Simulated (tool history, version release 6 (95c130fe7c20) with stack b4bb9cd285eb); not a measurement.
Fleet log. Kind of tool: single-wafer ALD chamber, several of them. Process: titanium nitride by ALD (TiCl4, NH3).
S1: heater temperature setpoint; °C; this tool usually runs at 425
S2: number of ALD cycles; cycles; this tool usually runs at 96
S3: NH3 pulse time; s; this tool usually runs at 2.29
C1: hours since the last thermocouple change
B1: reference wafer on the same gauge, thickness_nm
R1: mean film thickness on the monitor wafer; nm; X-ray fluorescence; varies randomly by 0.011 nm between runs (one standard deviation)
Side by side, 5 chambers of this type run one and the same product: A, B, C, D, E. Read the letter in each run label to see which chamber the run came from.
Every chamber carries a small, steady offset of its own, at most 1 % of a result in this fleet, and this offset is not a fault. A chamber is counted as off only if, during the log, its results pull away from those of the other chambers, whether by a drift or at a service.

run,hour,S1,S2,S3,C1,B1,R1
1E,13.7,425,96,2.29,476.2,1.8195,2.1514
2C,21.8,425,96,2.29,1838.1,1.821,2.1502
3B,30.7,425,96,2.29,339.8,1.8179,2.1586
4A,41.4,425,96,2.29,246.7,1.8207,2.1286
5D,52.8,425,96,2.29,155.9,1.8188,2.1486
6A,62.9,425,96,2.29,268.2,1.8178,2.1485
7B,72.8,425,96,2.29,381.9,1.8187,2.1357
# hour 73.7: chamber C: thermocouple changed; heater temperature recalibrated
8C,82.6,425,96,2.29,8.9,1.8188,2.1633
9E,89.3,425,96,2.29,551.8,1.8185,2.1342
10D,100.5,425,96,2.29,203.6,1.8199,2.1559
11A,110.4,438,112,2.29,315.7,1.8184,2.5135
12E,117.4,438,112,2.29,579.9,1.8209,2.5047
13C,126.6,438,112,2.29,52.9,1.8215,2.5085
14D,135.9,438,112,2.29,239,1.8219,2.5104
15B,145,438,112,2.29,454.1,1.8197,2.515
16A,153.8,425,96,2.29,359.1,1.8208,2.1389
17C,165.8,425,96,2.29,92.1,1.8184,2.1654
18D,175.9,425,96,2.29,279,1.8189,2.1598
19B,185.5,425,104,1.88,494.6,1.8199,2.3135
20E,199.9,425,104,1.88,662.4,1.82,2.3096
21D,211.7,425,104,1.88,314.8,1.8181,2.3215
22C,224,425,104,1.88,150.3,1.8202,2.3458
23E,231.7,425,104,1.88,694.2,1.8186,2.345
24A,238.9,425,96,2.29,444.2,1.8202,2.117
25B,248.2,425,96,2.29,557.3,1.8218,2.1487
26C,260.3,425,96,2.29,186.6,1.8172,2.1555
27A,270.4,425,96,2.29,475.7,1.8179,2.1441
28B,279.7,425,96,2.29,588.8,1.8213,2.1605
29E,286.5,425,96,1.5,749,1.8196,2.1246
30D,298.8,425,96,1.5,401.9,1.8234,2.1245
31E,309.9,425,96,1.5,772.4,1.8197,2.1328
32C,317.7,425,96,1.5,244,1.8203,2.1403
33B,328.1,425,96,1.5,637.2,1.8205,2.1154

Decide between three cases: one chamber stands off from its peers, the gauge reading all wafers drifts, or nothing is wrong past each chamber's small offset. Where a chamber is off, say which and what most likely put it there.

No chamber is off and the gauge is stable; the differences are just each chamber's small, constant offset.
